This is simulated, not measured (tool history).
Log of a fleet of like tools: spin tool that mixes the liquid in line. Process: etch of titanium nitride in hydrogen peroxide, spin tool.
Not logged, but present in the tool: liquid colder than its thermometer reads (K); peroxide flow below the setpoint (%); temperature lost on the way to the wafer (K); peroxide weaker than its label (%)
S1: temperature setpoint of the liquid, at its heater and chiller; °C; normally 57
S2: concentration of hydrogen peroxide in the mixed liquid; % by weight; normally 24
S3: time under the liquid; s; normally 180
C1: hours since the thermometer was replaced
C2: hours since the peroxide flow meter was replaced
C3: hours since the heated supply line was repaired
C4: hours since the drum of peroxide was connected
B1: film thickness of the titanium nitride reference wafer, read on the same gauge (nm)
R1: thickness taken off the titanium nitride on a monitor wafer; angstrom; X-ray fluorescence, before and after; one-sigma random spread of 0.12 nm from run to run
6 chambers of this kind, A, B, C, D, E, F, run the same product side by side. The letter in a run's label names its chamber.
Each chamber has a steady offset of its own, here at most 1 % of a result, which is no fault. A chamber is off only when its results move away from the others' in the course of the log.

Run 1D, hour 4.6: usual settings; C1 470.7; C2 455; C3 106.9; C4 362.7; B1 150.01. Result: R1 115.09 angstrom.
Run 2B, hour 9.8: usual settings; C1 563.6; C2 1845.7; C3 361.8; C4 1150.3; B1 149.98. Result: R1 115.45 angstrom.
Run 3F, hour 12.5: usual settings; C1 748.5; C2 562; C3 1731.7; C4 33.9; B1 150. Result: R1 117.79 angstrom.
Run 4A, hour 15.3: usual settings; C1 1480.7; C2 547; C3 1761; C4 1071.1; B1 150. Result: R1 115.83 angstrom.
Run 5E, hour 18.9: usual settings; C1 47.4; C2 675.3; C3 1422.3; C4 80.6; B1 150.01. Result: R1 117 angstrom.
Run 6C, hour 22.7: usual settings; C1 457.2; C2 885.1; C3 1428.6; C4 693.6; B1 150. Result: R1 116.75 angstrom.
Run 7C, hour 26.9: usual settings; C1 461.4; C2 889.3; C3 1432.8; C4 697.8; B1 150.01. Result: R1 115.93 angstrom.
Run 8B, hour 29.3: usual settings; C1 583.1; C2 1865.2; C3 381.3; C4 1169.8; B1 150.01. Result: R1 115.91 angstrom.
Run 9F, hour 34.3: usual settings but S2 18 % by weight, S3 220 s; C1 770.3; C2 583.8; C3 1753.5; C4 55.7; B1 150. Result: R1 134.35 angstrom.
Run 10E, hour 37.2: usual settings but S2 18 % by weight, S3 220 s; C1 65.7; C2 693.6; C3 1440.6; C4 98.9; B1 150. Result: R1 135.05 angstrom.
Run 11D, hour 42: usual settings but S2 18 % by weight, S3 220 s; C1 508.1; C2 492.4; C3 144.3; C4 400.1; B1 150. Result: R1 132.93 angstrom.
Run 12A, hour 46: usual settings but S2 18 % by weight, S3 220 s; C1 1511.4; C2 577.7; C3 1791.7; C4 1101.8; B1 150. Result: R1 132.09 angstrom.
Run 13F, hour 50.8: usual settings but S2 18 % by weight, S3 220 s; C1 786.8; C2 600.3; C3 1770; C4 72.2; B1 150.01. Result: R1 134.23 angstrom.
Run 14A, hour 54: usual settings but S2 18 % by weight, S3 220 s; C1 1519.4; C2 585.7; C3 1799.7; C4 1109.8; B1 149.99. Result: R1 134.1 angstrom.
Run 15E, hour 57.7: usual settings; C1 86.2; C2 714.1; C3 1461.1; C4 119.4; B1 149.99. Result: R1 115.99 angstrom.
Run 16C, hour 62.1: usual settings; C1 496.6; C2 924.5; C3 1468; C4 733; B1 149.97. Result: R1 116.16 angstrom.
Run 17B, hour 66.8: usual settings; C1 620.6; C2 1902.7; C3 418.8; C4 1207.3; B1 150. Result: R1 114.82 angstrom.
Run 18D, hour 70.2: usual settings but S1 47.5 °C; C1 536.3; C2 520.6; C3 172.5; C4 428.3; B1 150. Result: R1 58.044 angstrom.
Run 19F, hour 72.7: usual settings but S1 47.5 °C; C1 808.7; C2 622.2; C3 1791.9; C4 94.1; B1 150.01. Result: R1 56.509 angstrom.
At hour 74.8: chamber F: peroxide flow meter replaced.
Run 20D, hour 75.3: usual settings but S1 47.5 °C; C1 541.4; C2 525.7; C3 177.6; C4 433.4; B1 150.03. Result: R1 58.653 angstrom.
Run 21E, hour 79.6: usual settings but S1 47.5 °C; C1 108.1; C2 736; C3 1483; C4 141.3; B1 149.98. Result: R1 57.47 angstrom.
Run 22C, hour 82.8: usual settings but S1 47.5 °C; C1 517.3; C2 945.2; C3 1488.7; C4 753.7; B1 150. Result: R1 59.807 angstrom.
Run 23B, hour 85.3: usual settings but S1 47.5 °C; C1 639.1; C2 1921.2; C3 437.3; C4 1225.8; B1 150.01. Result: R1 59.093 angstrom.
Run 24A, hour 89: usual settings but S3 220 s; C1 1554.4; C2 620.7; C3 1834.7; C4 1144.8; B1 149.99. Result: R1 141.29 angstrom.
Run 25E, hour 94.2: usual settings but S3 220 s; C1 122.7; C2 750.6; C3 1497.6; C4 155.9; B1 150.01. Result: R1 142.67 angstrom.
Run 26B, hour 98.4: usual settings but S3 220 s; C1 652.2; C2 1934.3; C3 450.4; C4 1238.9; B1 149.98. Result: R1 143.49 angstrom.
At hour 102.8: chamber B: new drum of peroxide connected.
Run 27F, hour 103.6: usual settings but S3 220 s; C1 839.6; C2 28.8; C3 1822.8; C4 125; B1 150. Result: R1 133.44 angstrom.
Run 28D, hour 106.5: usual settings but S3 220 s; C1 572.6; C2 556.9; C3 208.8; C4 464.6; B1 150. Result: R1 141.58 angstrom.
Run 29C, hour 111.8: usual settings but S3 220 s; C1 546.3; C2 974.2; C3 1517.7; C4 782.7; B1 149.99. Result: R1 141.55 angstrom.
Run 30A, hour 114.5: usual settings; C1 1579.9; C2 646.2; C3 1860.2; C4 1170.3; B1 150.01. Result: R1 115.48 angstrom.
Run 31D, hour 117.8: usual settings; C1 583.9; C2 568.2; C3 220.1; C4 475.9; B1 150.01. Result: R1 116.36 angstrom.
Run 32E, hour 122: usual settings but S1 53 °C; C1 150.5; C2 778.4; C3 1525.4; C4 183.7; B1 149.99. Result: R1 86.874 angstrom.
Run 33F, hour 126.6: usual settings but S1 53 °C; C1 862.6; C2 51.8; C3 1845.8; C4 148; B1 150.01. Result: R1 77.2 angstrom.
Run 34C, hour 131.2: usual settings but S1 53 °C; C1 565.7; C2 993.6; C3 1537.1; C4 802.1; B1 150.01. Result: R1 87.672 angstrom.
At hour 135.7: chamber B: peroxide flow meter replaced.
Run 35A, hour 136: usual settings but S1 53 °C; C1 1601.4; C2 667.7; C3 1881.7; C4 1191.8; B1 149.99. Result: R1 88.285 angstrom.
Run 36B, hour 139: usual settings but S1 53 °C; C1 692.8; C2 3.4; C3 491; C4 36.2; B1 150. Result: R1 88.039 angstrom.
Run 37A, hour 142.9: usual settings but S1 53 °C; C1 1608.3; C2 674.6; C3 1888.6; C4 1198.7; B1 150.01. Result: R1 86.059 angstrom.
Run 38D, hour 146.6: usual settings; C1 612.7; C2 597; C3 248.9; C4 504.7; B1 149.99. Result: R1 117.34 angstrom.

Each of the 6 chambers runs these same settings next. Fill in every chamber's results:
Run 39A, hour 150.6: usual settings. Result: R1 ?.
Run 39B, hour 150.6: usual settings. Result: R1 ?.
Run 39C, hour 150.6: usual settings. Result: R1 ?.
Run 39D, hour 150.6: usual settings. Result: R1 ?.
Run 39E, hour 150.6: usual settings. Result: R1 ?.
Run 39F, hour 150.6: usual settings. Result: R1 ?.

run      R1
39A   114.6
39B  115.36
39C  116.28
39D  115.93
39E  117.22
39F  100.68
